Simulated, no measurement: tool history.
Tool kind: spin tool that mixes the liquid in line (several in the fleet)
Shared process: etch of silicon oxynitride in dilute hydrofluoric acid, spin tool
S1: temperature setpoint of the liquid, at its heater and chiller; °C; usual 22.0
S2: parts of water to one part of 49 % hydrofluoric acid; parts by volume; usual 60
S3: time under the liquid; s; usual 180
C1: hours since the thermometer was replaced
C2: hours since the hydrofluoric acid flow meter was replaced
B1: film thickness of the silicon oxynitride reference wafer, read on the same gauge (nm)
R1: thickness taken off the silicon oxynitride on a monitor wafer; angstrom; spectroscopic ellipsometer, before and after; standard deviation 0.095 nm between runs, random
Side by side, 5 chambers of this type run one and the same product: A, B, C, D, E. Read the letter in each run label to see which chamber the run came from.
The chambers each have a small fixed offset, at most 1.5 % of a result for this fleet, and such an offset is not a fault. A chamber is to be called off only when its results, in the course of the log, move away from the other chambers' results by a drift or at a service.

run	hour	S1	S2	S3	C1	C2	B1	R1
1C	4.1	22.0	60	180	834.8	299.1	140.00	134.57
2E	8.7	22.0	60	180	2313.3	192.4	140.02	134.98
3B	14.2	22.0	60	180	106.8	263.1	140.02	135.35
4D	19.3	22.0	60	180	1535.7	1125.7	140.00	133.48
5A	23.9	22.0	60	180	1462.3	386.2	139.98	135.62
6C	30.3	22.0	60	180	861.0	325.3	139.99	134.32
7E	33.6	22.0	60	180	2338.2	217.3	140.01	135.73
8A	38.3	22.0	60	180	1476.7	400.6	139.99	136.44
9D	44.5	22.0	60	180	1560.9	1150.9	140.02	135.16
10B	49.3	22.0	60	180	141.9	298.2	140.01	133.05
11A	53.8	22.0	60	180	1492.2	416.1	139.99	135.52
12E	58.1	22.0	60	180	2362.7	241.8	139.99	133.94
13D	64.0	22.0	60	180	1580.4	1170.4	140.02	133.05
14B	68.0	22.0	60	180	160.6	316.9	140.01	133.48
15C	73.6	22.0	60	180	904.3	368.6	140.00	135.38
16B	77.4	22.0	60	180	170.0	326.3	139.99	134.61
17C	81.1	22.0	60	180	911.8	376.1	139.99	132.84
18E	84.8	22.0	60	180	2389.4	268.5	140.00	134.12
19A	88.1	22.0	60	180	1526.5	450.4	139.99	135.13
20D	94.2	22.0	60	180	1610.6	1200.6	139.99	128.90
21A	99.2	22.0	60	180	1537.6	461.5	139.99	136.89
22E	103.2	22.0	60	180	2407.8	286.9	139.97	133.15
23D	106.7	22.0	60	180	1623.1	1213.1	140.01	128.64
24B	112.1	22.0	60	180	204.7	361.0	139.98	134.57
25C	118.0	22.0	60	180	948.7	413.0	140.01	133.93
26E	121.3	22.0	60	180	2425.9	305.0	139.99	136.17
27A	127.6	22.0	60	180	1566.0	489.9	140.03	137.27
28B	131.4	22.0	60	180	224.0	380.3	139.97	134.91
29D	135.4	22.0	60	180	1651.8	1241.8	140.02	123.55
30C	141.4	22.0	60	180	972.1	436.4	140.02	131.71
31E	144.6	25.5	60	180	2449.2	328.3	139.99	159.48
32A	150.2	25.5	60	180	1588.6	512.5	140.04	160.70
33B	156.7	25.5	60	180	249.3	405.6	139.99	159.90

Has any chamber moved away from the others, gradually or after a service, or does the common gauge drift, or do the chambers differ only by their own small steady offsets? State the chamber and the most likely cause if one applies.

One chamber, D, drifts off from the rest bit by bit.
Cause: hydrofluoric acid flow below the setpoint (%) = 9.28.
The log might look much the same if the cause were instead: liquid colder than its thermometer reads (K).

Here are 4 candidates for chamber D's next run, each the usual settings with a change, their results left as question marks. Which one brings its results back in line with what the others give on the usual settings?
Allowed miss from the other chambers' usual-settings mean, per result, to count as in line: R1 3.30 angstrom
34D-1	161.3	22.0	60	210				?
34D-2	161.3	21.5	65	180				?
34D-3	161.3	22.5	60	195				?
34D-4	161.3	22.0	65	165				?

Average result of the remaining chambers running the usual settings: R1 134.74 angstrom
run	R1
34D-1	142.57
34D-2	109.54
34D-3	135.67
34D-4	102.90
It is 34D-3 that realigns the chamber with its peers.
